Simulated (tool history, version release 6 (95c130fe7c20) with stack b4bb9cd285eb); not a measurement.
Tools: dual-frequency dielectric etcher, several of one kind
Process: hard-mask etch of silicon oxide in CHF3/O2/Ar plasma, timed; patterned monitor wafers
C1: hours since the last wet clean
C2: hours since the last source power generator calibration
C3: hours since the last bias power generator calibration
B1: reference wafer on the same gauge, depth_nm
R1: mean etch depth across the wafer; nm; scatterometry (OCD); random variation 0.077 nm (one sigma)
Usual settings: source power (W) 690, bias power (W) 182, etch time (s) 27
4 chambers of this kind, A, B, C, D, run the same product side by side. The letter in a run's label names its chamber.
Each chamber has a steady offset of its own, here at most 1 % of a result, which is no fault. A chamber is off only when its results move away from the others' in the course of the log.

{"run": "1A", "hour": 7.3, "source power (W)": 690, "bias power (W)": 182, "etch time (s)": 27, "C1": 364.9, "C2": 1028.2, "C3": 1158.5, "B1": 55.533, "R1": 56.56}
{"run": "2C", "hour": 12.4, "source power (W)": 690, "bias power (W)": 182, "etch time (s)": 27, "C1": 71.5, "C2": 681.8, "C3": 18.1, "B1": 55.515, "R1": 56.441}
{"run": "3B", "hour": 18.8, "source power (W)": 690, "bias power (W)": 182, "etch time (s)": 27, "C1": 228.1, "C2": 3044.9, "C3": 1826.4, "B1": 55.531, "R1": 56.098}
{"run": "4D", "hour": 25.4, "source power (W)": 690, "bias power (W)": 182, "etch time (s)": 27, "C1": 38.9, "C2": 4083.2, "C3": 1087.5, "B1": 55.539, "R1": 56.68}
{"run": "5B", "hour": 31.3, "source power (W)": 690, "bias power (W)": 182, "etch time (s)": 27, "C1": 240.6, "C2": 3057.4, "C3": 1838.9, "B1": 55.561, "R1": 56.197}
{"run": "6C", "hour": 36.1, "source power (W)": 690, "bias power (W)": 182, "etch time (s)": 27, "C1": 95.2, "C2": 705.5, "C3": 41.8, "B1": 55.565, "R1": 56.567}
{"run": "7D", "hour": 43.8, "source power (W)": 690, "bias power (W)": 196, "etch time (s)": 33, "C1": 57.3, "C2": 4101.6, "C3": 1105.9, "B1": 55.567, "R1": 70.839}
{"run": "8A", "hour": 49.0, "source power (W)": 690, "bias power (W)": 196, "etch time (s)": 33, "C1": 406.6, "C2": 1069.9, "C3": 1200.2, "B1": 55.573, "R1": 71.091}
{"run": "9A", "hour": 56.1, "source power (W)": 690, "bias power (W)": 196, "etch time (s)": 33, "C1": 413.7, "C2": 1077.0, "C3": 1207.3, "B1": 55.568, "R1": 71.155}
{"run": "10D", "hour": 59.9, "source power (W)": 690, "bias power (W)": 196, "etch time (s)": 33, "C1": 73.4, "C2": 4117.7, "C3": 1122.0, "B1": 55.602, "R1": 71.017}
{"hour": 61.8, "done": "chamber A: wet clean of the chamber"}
{"run": "11B", "hour": 66.6, "source power (W)": 690, "bias power (W)": 182, "etch time (s)": 27, "C1": 275.9, "C2": 3092.7, "C3": 1874.2, "B1": 55.619, "R1": 56.171}
{"run": "12C", "hour": 73.7, "source power (W)": 690, "bias power (W)": 182, "etch time (s)": 27, "C1": 132.8, "C2": 743.1, "C3": 79.4, "B1": 55.609, "R1": 56.61}
{"run": "13C", "hour": 81.4, "source power (W)": 690, "bias power (W)": 182, "etch time (s)": 27, "C1": 140.5, "C2": 750.8, "C3": 87.1, "B1": 55.647, "R1": 56.628}
{"run": "14D", "hour": 87.9, "source power (W)": 690, "bias power (W)": 182, "etch time (s)": 27, "C1": 101.4, "C2": 4145.7, "C3": 1150.0, "B1": 55.637, "R1": 56.602}
{"run": "15A", "hour": 94.5, "source power (W)": 810, "bias power (W)": 160, "etch time (s)": 27, "C1": 32.7, "C2": 1115.4, "C3": 1245.7, "B1": 55.662, "R1": 57.877}
{"run": "16B", "hour": 102.2, "source power (W)": 810, "bias power (W)": 160, "etch time (s)": 27, "C1": 311.5, "C2": 3128.3, "C3": 1909.8, "B1": 55.653, "R1": 57.407}
{"run": "17C", "hour": 109.0, "source power (W)": 810, "bias power (W)": 160, "etch time (s)": 27, "C1": 168.1, "C2": 778.4, "C3": 114.7, "B1": 55.674, "R1": 57.766}
{"run": "18B", "hour": 114.7, "source power (W)": 810, "bias power (W)": 160, "etch time (s)": 27, "C1": 324.0, "C2": 3140.8, "C3": 1922.3, "B1": 55.696, "R1": 57.212}
{"run": "19D", "hour": 122.0, "source power (W)": 690, "bias power (W)": 182, "etch time (s)": 27, "C1": 135.5, "C2": 4179.8, "C3": 1184.1, "B1": 55.691, "R1": 56.641}
{"run": "20A", "hour": 129.9, "source power (W)": 690, "bias power (W)": 182, "etch time (s)": 27, "C1": 68.1, "C2": 1150.8, "C3": 1281.1, "B1": 55.728, "R1": 56.81}
{"run": "21C", "hour": 137.5, "source power (W)": 690, "bias power (W)": 182, "etch time (s)": 27, "C1": 196.6, "C2": 806.9, "C3": 143.2, "B1": 55.721, "R1": 56.791}
{"run": "22B", "hour": 143.4, "source power (W)": 690, "bias power (W)": 182, "etch time (s)": 27, "C1": 352.7, "C2": 3169.5, "C3": 1951.0, "B1": 55.759, "R1": 56.133}
{"run": "23A", "hour": 150.1, "source power (W)": 690, "bias power (W)": 182, "etch time (s)": 27, "C1": 88.3, "C2": 1171.0, "C3": 1301.3, "B1": 55.757, "R1": 56.919}
{"hour": 151.9, "done": "chamber B: wet clean of the chamber"}
{"hour": 152.3, "done": "chamber D: source power generator calibrated"}
{"run": "24D", "hour": 154.6, "source power (W)": 690, "bias power (W)": 158, "etch time (s)": 32, "C1": 168.1, "C2": 2.3, "C3": 1216.7, "B1": 55.759, "R1": 64.117}
{"run": "25A", "hour": 159.8, "source power (W)": 690, "bias power (W)": 158, "etch time (s)": 32, "C1": 98.0, "C2": 1180.7, "C3": 1311.0, "B1": 55.78, "R1": 64.365}
{"run": "26C", "hour": 166.0, "source power (W)": 690, "bias power (W)": 158, "etch time (s)": 32, "C1": 225.1, "C2": 835.4, "C3": 171.7, "B1": 55.783, "R1": 64.096}
{"run": "27B", "hour": 172.6, "source power (W)": 690, "bias power (W)": 158, "etch time (s)": 32, "C1": 20.7, "C2": 3198.7, "C3": 1980.2, "B1": 55.793, "R1": 63.733}
{"run": "28D", "hour": 176.6, "source power (W)": 690, "bias power (W)": 182, "etch time (s)": 27, "C1": 190.1, "C2": 24.3, "C3": 1238.7, "B1": 55.82, "R1": 56.792}
{"run": "29A", "hour": 182.8, "source power (W)": 690, "bias power (W)": 182, "etch time (s)": 27, "C1": 121.0, "C2": 1203.7, "C3": 1334.0, "B1": 55.812, "R1": 56.99}

Is one chamber off against the others, does the gauge drift, or is nothing wrong? If a chamber is off, say which, and what the likeliest cause is.

The gauge drifts, so all chambers seem to drift together. No chamber is off.
Cause: gauge reads high (%) = 0.565.

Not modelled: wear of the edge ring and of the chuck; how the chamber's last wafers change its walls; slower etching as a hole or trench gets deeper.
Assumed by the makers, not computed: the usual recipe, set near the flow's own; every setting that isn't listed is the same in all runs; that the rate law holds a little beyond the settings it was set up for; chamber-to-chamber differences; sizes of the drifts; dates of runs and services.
